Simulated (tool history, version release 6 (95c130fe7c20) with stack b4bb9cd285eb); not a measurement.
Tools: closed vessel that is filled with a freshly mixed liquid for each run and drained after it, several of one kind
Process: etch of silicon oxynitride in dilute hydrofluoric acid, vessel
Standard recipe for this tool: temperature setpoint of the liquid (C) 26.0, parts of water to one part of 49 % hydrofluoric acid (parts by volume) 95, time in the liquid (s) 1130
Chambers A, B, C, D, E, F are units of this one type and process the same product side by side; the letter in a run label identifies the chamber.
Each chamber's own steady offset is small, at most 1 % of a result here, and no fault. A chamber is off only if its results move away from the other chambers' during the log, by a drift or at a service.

run   hour  temperature setpoint of the liquid (C)  parts of water to one part of 49 % hydrofluoric acid (parts by volume)  time in the liquid (s)  read-back film thickness of the silicon oxynitride reference wafer, read on the same gauge (nm)  thickness taken off the silicon oxynitride on a monitor wafer (Å)
 1D   12.1                                    26.0                                                                      95                    1130                                                                                           130.02                                                             517.90
      15.2  -- chamber C: hydrofluoric acid flow meter replaced
 2F   19.2                                    26.0                                                                      95                    1130                                                                                           129.98                                                             517.20
 3B   27.9                                    26.0                                                                      95                    1130                                                                                           129.99                                                             512.64
 4E   40.1                                    26.0                                                                      95                    1130                                                                                           130.00                                                             517.62
 5C   52.5                                    26.0                                                                      95                    1130                                                                                           130.00                                                             523.84
 6A   59.1                                    26.0                                                                      95                    1130                                                                                           130.03                                                             520.15
 7C   66.9                                    26.0                                                                      95                    1130                                                                                           130.03                                                             515.24
      74.3  -- chamber E: thermometer replaced
 8F   76.7                                    26.0                                                                      95                    1130                                                                                           130.00                                                             524.13
 9D   86.4                                    26.0                                                                      95                    1130                                                                                           129.97                                                             510.43
10B   98.2                                    26.0                                                                      95                    1730                                                                                           129.99                                                             780.77
11E  110.9                                    26.0                                                                      95                    1730                                                                                           129.99                                                             797.68
12A  118.6                                    26.0                                                                      95                    1730                                                                                           129.97                                                             812.45
13A  126.2                                    26.0                                                                      95                    1730                                                                                           130.01                                                             803.36
14D  137.5                                    26.0                                                                      95                    1730                                                                                           129.97                                                             794.14
15F  146.2                                    26.0                                                                      95                    1730                                                                                           129.97                                                             796.36
     155.0  -- chamber A: hydrofluoric acid flow meter replaced
16B  156.5                                    26.0                                                                      95                    1130                                                                                           129.99                                                             521.94
17C  166.0                                    26.0                                                                      95                    1130                                                                                           130.01                                                             515.51
18E  172.9                                    26.0                                                                      95                    1130                                                                                           130.02                                                             519.62
19C  184.6                                    26.0                                                                      95                    1130                                                                                           129.96                                                             505.24
20D  193.3                                    26.0                                                                      95                    1130                                                                                           129.97                                                             518.63
21A  204.5                                    26.0                                                                      95                    1130                                                                                           130.00                                                             519.07
22B  216.7                                    21.5                                                                      95                    1560                                                                                           129.98                                                             567.98
23F  223.3                                    21.5                                                                      95                    1560                                                                                           130.00                                                             578.94
24E  229.5                                    21.5                                                                      95                    1560                                                                                           130.03                                                             583.04
25F  239.6                                    21.5                                                                      95                    1560                                                                                           130.00                                                             580.11
     241.5  -- chamber B: thermometer replaced
26A  250.9                                    21.5                                                                      95                    1560                                                                                           130.01                                                             584.23
     262.9  -- chamber E: hydrofluoric acid flow meter replaced
27D  264.1                                    21.5                                                                      95                    1560                                                                                           129.99                                                             570.09
28C  274.2                                    26.0                                                                     130                    1790                                                                                           129.99                                                             553.19
29B  284.7                                    26.0                                                                     130                    1790                                                                                           129.99                                                             576.33
30E  296.5                                    26.0                                                                     130                    1790                                                                                           130.01                                                             579.57
31C  305.2                                    26.0                                                                     130                    1790                                                                                           130.02                                                             542.19
32D  313.6                                    26.0                                                                     130                    1790                                                                                           130.03                                                             578.63
33B  324.4                                    26.0                                                                     130                    1790                                                                                           129.99                                                             583.30
     332.1  -- chamber D: hydrofluoric acid flow meter replaced
34E  338.4                                    29.5                                                                      95                    1130                                                                                           129.99                                                             604.50
35A  350.6                                    29.5                                                                      95                    1130                                                                                           130.00                                                             609.77
36F  358.8                                    29.5                                                                      95                    1130                                                                                           130.02                                                             613.65
37D  367.2                                    29.5                                                                      95                    1130                                                                                           130.00                                                             605.29
38F  379.0                                    29.5                                                                      95                    1130                                                                                           129.99                                                             618.91
39E  390.0                                    29.5                                                                      95                    1130                                                                                           129.99                                                             619.62

All 6 chambers run these settings next. Forecast each chamber's results:
40A  400.0                                    26.0                                                                      45                    1130                                                                                                                                                                   ?
40B  400.0                                    26.0                                                                      45                    1130                                                                                                                                                                   ?
40C  400.0                                    26.0                                                                      45                    1130                                                                                                                                                                   ?
40D  400.0                                    26.0                                                                      45                    1130                                                                                                                                                                   ?
40E  400.0                                    26.0                                                                      45                    1130                                                                                                                                                                   ?
40F  400.0                                    26.0                                                                      45                    1130                                                                                                                                                                   ?

run  thickness taken off the silicon oxynitride on a monitor wafer (Å)
40A                                                            1145.30
40B                                                            1139.00
40C                                                            1017.80
40D                                                            1159.40
40E                                                            1172.30
40F                                                            1130.30
